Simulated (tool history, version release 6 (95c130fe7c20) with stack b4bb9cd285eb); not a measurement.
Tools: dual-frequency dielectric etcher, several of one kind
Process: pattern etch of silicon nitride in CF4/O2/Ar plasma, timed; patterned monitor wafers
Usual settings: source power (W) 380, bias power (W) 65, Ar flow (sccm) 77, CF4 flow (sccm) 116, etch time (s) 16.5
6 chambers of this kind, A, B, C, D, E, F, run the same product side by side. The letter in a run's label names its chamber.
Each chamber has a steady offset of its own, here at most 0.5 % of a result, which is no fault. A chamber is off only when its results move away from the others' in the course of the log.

run,day,source power (W),bias power (W),Ar flow (sccm),CF4 flow (sccm),etch time (s),hours since the last wet clean,hours since the last source power generator calibration,hours since the last bias power generator calibration,hours since the last Ar flow controller change,hours since the last CF4 flow controller change,"read-back reference wafer on the same gauge, depth_nm",mean etch depth across the wafer (nm)
# day 0.262: chamber E: wet clean of the chamber
1C,0.600,380,65,77,116,16.5,534.5,1691.9,280.2,2296.6,1748.9,33.988,28.418
2D,0.971,380,65,77,116,16.5,242.5,305.0,99.3,3260.0,927.6,34.000,28.533
# day 0.975: chamber F: CF4 flow controller replaced
# day 1.533: chamber E: CF4 flow controller replaced
3F,1.542,380,65,77,116,16.5,436.5,40.4,237.1,912.1,13.7,34.025,28.420
4B,1.854,380,65,77,116,16.5,377.8,103.9,1505.6,1402.6,2677.5,33.997,28.440
5E,2.167,380,65,77,116,16.5,45.8,758.9,803.8,538.0,15.3,34.027,28.277
# day 2.196: chamber B: wet clean of the chamber
6A,2.654,380,65,77,116,16.5,406.5,3996.3,234.3,797.2,1433.5,34.007,28.436
7D,2.958,380,65,77,116,16.5,290.2,352.7,147.0,3307.7,975.3,34.004,28.438
8B,3.433,380,65,77,116,16.5,29.8,141.8,1543.5,1440.5,2715.4,33.994,28.471
9A,3.967,380,65,77,116,16.5,438.0,4027.8,265.8,828.7,1465.0,34.006,28.465
10C,4.304,380,65,77,116,16.5,623.4,1780.8,369.1,2385.5,1837.8,33.994,28.596
11E,4.854,380,79,77,116,16.5,110.3,823.4,868.3,602.5,79.8,33.985,30.536
# day 4.950: chamber C: wet clean of the chamber
12F,5.412,380,79,77,116,16.5,529.4,133.3,330.0,1005.0,106.6,34.016,30.549
13F,5.738,380,79,77,116,16.5,537.2,141.1,337.8,1012.8,114.4,33.990,30.514
14C,6.175,380,79,77,116,16.5,29.5,1825.7,414.0,2430.4,1882.7,34.017,30.817
15D,6.712,380,79,77,116,16.5,380.3,442.8,237.1,3397.8,1065.4,33.988,30.689
# day 6.900: chamber F: wet clean of the chamber
16A,7.158,380,79,77,116,16.5,514.6,4104.4,342.4,905.3,1541.6,34.012,30.714
# day 7.179: chamber A: wet clean of the chamber
17E,7.629,380,65,77,116,16.5,176.9,890.0,934.9,669.1,146.4,34.013,28.283
18B,8.125,380,71,77,116,19.0,142.4,254.4,1656.1,1553.1,2828.0,34.008,33.781
19D,8.646,380,71,77,116,19.0,426.7,489.2,283.5,3444.2,1111.8,33.999,34.101
20F,8.988,380,71,77,116,19.0,50.2,219.1,415.8,1090.8,192.4,34.005,35.018
21C,9.517,380,71,77,116,19.0,109.7,1905.9,494.2,2510.6,1962.9,33.983,33.926
22E,9.975,380,71,77,116,19.0,233.2,946.3,991.2,725.4,202.7,34.004,33.603
23A,10.396,380,71,77,116,19.0,77.2,4182.1,420.1,983.0,1619.3,33.995,33.779
24B,10.721,380,65,77,116,16.5,204.7,316.7,1718.4,1615.4,2890.3,34.007,28.431
25E,11.121,380,65,77,116,16.5,260.7,973.8,1018.7,752.9,230.2,34.031,28.548
26B,11.504,380,65,77,116,16.5,223.5,335.5,1737.2,1634.2,2909.1,34.003,28.375
27F,11.817,380,65,77,116,16.5,118.1,287.0,483.7,1158.7,260.3,34.008,29.554
28D,12.121,380,65,77,116,16.5,510.1,572.6,366.9,3527.6,1195.2,34.020,28.527
29A,12.500,380,65,77,116,16.5,127.7,4232.6,470.6,1033.5,1669.8,33.989,28.428
# day 12.675: chamber B: bias power generator calibrated
# day 12.733: chamber A: source power generator calibrated
30C,12.812,380,65,77,116,16.5,188.8,1985.0,573.3,2589.7,2042.0,33.994,28.394
31F,13.083,380,65,92,103,16.5,148.5,317.4,514.1,1189.1,290.7,34.021,28.628
32E,13.646,380,65,92,103,16.5,321.3,1034.4,1079.3,813.5,290.8,34.017,27.711
33D,13.950,380,65,92,103,16.5,554.0,616.5,410.8,3571.5,1239.1,33.975,27.606
34C,14.462,380,65,92,103,16.5,228.4,2024.6,612.9,2629.3,2081.6,33.997,27.678
35A,14.767,380,65,92,103,16.5,182.1,48.8,525.0,1087.9,1724.2,33.996,27.661
36B,15.167,380,65,92,103,16.5,311.4,423.4,59.9,1722.1,2997.0,34.013,27.664
37F,15.508,380,65,77,116,16.5,206.7,375.6,572.3,1247.3,348.9,34.000,29.599
38B,16.129,380,65,77,116,16.5,334.5,446.5,83.0,1745.2,3020.1,34.023,28.354
39C,16.492,380,65,77,116,16.5,277.1,2073.3,661.6,2678.0,2130.3,34.006,28.358
40A,17.083,380,65,77,116,16.5,237.7,104.4,580.6,1143.5,1779.8,33.984,28.604

All 6 chambers run these settings next. Forecast each chamber's results:
41A,17.525,380,65,77,116,16.5,,,,,,,?
41B,17.525,380,65,77,116,16.5,,,,,,,?
41C,17.525,380,65,77,116,16.5,,,,,,,?
41D,17.525,380,65,77,116,16.5,,,,,,,?
41E,17.525,380,65,77,116,16.5,,,,,,,?
41F,17.525,380,65,77,116,16.5,,,,,,,?

run,mean etch depth across the wafer (nm)
41A,28.610
41B,28.494
41C,28.467
41D,28.403
41E,28.276
41F,29.560

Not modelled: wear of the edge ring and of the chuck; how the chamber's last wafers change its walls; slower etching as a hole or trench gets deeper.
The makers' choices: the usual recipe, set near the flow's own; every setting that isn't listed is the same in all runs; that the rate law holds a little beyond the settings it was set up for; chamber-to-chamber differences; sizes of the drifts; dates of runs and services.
